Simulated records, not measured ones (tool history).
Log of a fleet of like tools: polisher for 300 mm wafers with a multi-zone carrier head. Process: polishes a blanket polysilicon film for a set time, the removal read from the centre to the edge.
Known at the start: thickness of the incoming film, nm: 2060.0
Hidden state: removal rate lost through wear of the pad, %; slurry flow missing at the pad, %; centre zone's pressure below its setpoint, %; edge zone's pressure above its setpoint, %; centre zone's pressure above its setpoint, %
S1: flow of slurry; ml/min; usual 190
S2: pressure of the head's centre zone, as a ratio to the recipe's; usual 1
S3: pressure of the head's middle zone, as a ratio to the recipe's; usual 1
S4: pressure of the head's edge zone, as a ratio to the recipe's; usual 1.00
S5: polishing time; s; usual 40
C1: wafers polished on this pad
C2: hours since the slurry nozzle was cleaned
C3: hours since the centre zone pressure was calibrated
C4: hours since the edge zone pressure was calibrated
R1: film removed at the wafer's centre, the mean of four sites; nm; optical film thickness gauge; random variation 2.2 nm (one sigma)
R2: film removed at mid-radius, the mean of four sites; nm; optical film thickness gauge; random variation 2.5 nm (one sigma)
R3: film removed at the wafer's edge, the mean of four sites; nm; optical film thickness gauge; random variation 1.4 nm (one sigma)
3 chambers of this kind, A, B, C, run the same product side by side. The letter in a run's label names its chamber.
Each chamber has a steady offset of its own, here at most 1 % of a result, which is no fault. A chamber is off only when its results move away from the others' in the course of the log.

run,hour,S1,S2,S3,S4,S5,C1,C2,C3,C4,R1,R2,R3
# hour 4.1: chamber C: worn pad replaced by a new one
# hour 4.3: chamber B: slurry nozzle cleaned
1B,13.4,190,1,1,1.00,40,606,9.2,803.6,619.0,181.13,180.16,182.94
2C,23.2,190,1,1,1.00,40,243,85.7,1141.5,565.4,183.81,179.66,181.51
3A,32.5,190,1,1,1.00,40,723,661.2,238.1,659.1,178.63,182.05,180.07
# hour 34.3: chamber A: worn pad replaced by a new one
# hour 40.2: chamber B: centre zone pressure recalibrated
# hour 41.6: chamber C: centre zone pressure recalibrated
4B,42.8,190,1,1,1.00,40,980,38.6,2.6,648.4,183.90,183.44,178.98
# hour 44.1: chamber A: slurry nozzle cleaned
5C,55.3,190,1,1,1.00,40,651,117.8,13.7,597.5,183.76,185.18,185.98
6A,67.5,190,1,1,1.00,40,422,23.5,273.1,694.1,176.07,180.87,183.20
7A,75.4,190,1,1,1.00,40,523,31.4,281.0,702.0,179.92,182.26,181.97
# hour 78.7: chamber C: worn pad replaced by a new one
8C,83.8,190,1,1,1.00,40,65,146.3,42.2,626.0,187.97,179.30,181.69
# hour 87.8: chamber A: worn pad replaced by a new one
9B,93.0,190,1,1,1.00,40,1618,88.8,52.8,698.6,175.20,178.62,179.76
10B,105.8,190,1,1,1.00,40,1781,101.6,65.6,711.4,179.04,176.47,178.03
11A,113.9,190,1,1,1.00,40,332,69.9,319.5,740.5,182.50,179.61,181.07
12C,126.8,190,1,1,1.00,40,612,189.3,85.2,669.0,181.28,178.56,183.34
13A,139.7,190,1,1,1.00,40,660,95.7,345.3,766.3,181.62,177.38,181.24
14C,150.4,190,1,1,1.00,40,912,212.9,108.8,692.6,180.57,183.58,183.18
# hour 155.9: chamber A: worn pad replaced by a new one
# hour 158.6: chamber C: worn pad replaced by a new one
# hour 160.7: chamber A: centre zone pressure recalibrated
15B,161.3,190,1,1,1.00,40,2486,157.1,121.1,766.9,174.65,179.57,175.14
# hour 164.7: chamber B: edge zone pressure recalibrated
16C,175.2,190,1,1,1.00,40,212,237.7,133.6,717.4,183.99,186.17,182.34
17B,181.8,235,1,1,0.89,40,2747,177.6,141.6,17.2,181.07,181.45,168.17
18A,192.1,235,1,1,0.89,40,460,148.1,31.4,818.7,183.82,190.57,176.43
19B,201.4,235,1,1,0.89,40,2996,197.2,161.2,36.8,180.25,183.04,166.51
20A,213.6,190,1,1,1.00,40,734,169.6,52.9,840.2,181.15,179.32,184.06
# hour 218.7: chamber C: edge zone pressure recalibrated
21C,222.1,190,1,1,1.00,40,808,284.6,180.5,3.5,179.39,183.64,183.44
# hour 222.2: chamber A: worn pad replaced by a new one
# hour 228.9: chamber C: worn pad replaced by a new one
22B,234.5,190,1,1,1.00,40,3417,230.3,194.3,69.9,171.06,177.49,172.24
# hour 241.2: chamber B: slurry nozzle cleaned
23C,242.5,190,1,1,1.00,40,173,305.0,200.9,23.9,180.60,184.18,181.88
24A,248.9,190,1,1,1.00,40,339,204.9,88.2,875.5,182.43,182.38,182.70
25B,260.3,190,1,1,1.00,40,3745,19.2,220.1,95.7,169.09,176.16,172.36
26C,272.4,190,1,1,1.00,40,553,334.9,230.8,53.8,183.03,186.65,181.26
27A,282.5,190,1,1,1.00,40,767,238.5,121.8,909.1,183.19,178.56,180.21
# hour 292.0: chamber A: worn pad replaced by a new one
28A,293.3,190,1,1,1.00,40,17,249.3,132.6,919.9,178.60,182.78,182.21
29B,303.5,190,1,1,1.00,40,4294,62.4,263.3,138.9,169.72,167.99,168.59
30C,312.9,190,1,1,1.00,40,1068,375.4,271.3,94.3,182.78,182.85,181.38

Is one chamber off against the others, does the gauge drift, or is nothing wrong? If a chamber is off, say which, and what the likeliest cause is.

Chamber B drifts away from the others.
Cause: removal rate lost through wear of the pad, % = 6.42.

Here are 4 candidates for chamber B's next run, each the usual settings with a change, their results left as question marks. Which one brings its results back in line with what the others give on the usual settings?
In line means no further than this from the other chambers' mean on the usual settings: R1 7.50 nm; R2 8.80 nm; R3 4.90 nm
31B-1,322.9,190,1.00,1.00,1.00,43,,,,,?,?,?
31B-2,322.9,185,0.99,1.00,1.00,34,,,,,?,?,?
31B-3,322.9,195,1.01,1.01,1.00,47,,,,,?,?,?
31B-4,322.9,190,1.00,1.00,1.00,37,,,,,?,?,?

The other chambers' mean on the usual settings: R1 181.64 nm; R2 182.30 nm; R3 182.19 nm
run,R1,R2,R3
31B-1,179.93,181.28,181.88
31B-2,140.01,142.73,143.36
31B-3,199.79,200.79,199.37
31B-4,154.82,155.99,156.50
31B-1 brings the chamber back in line.
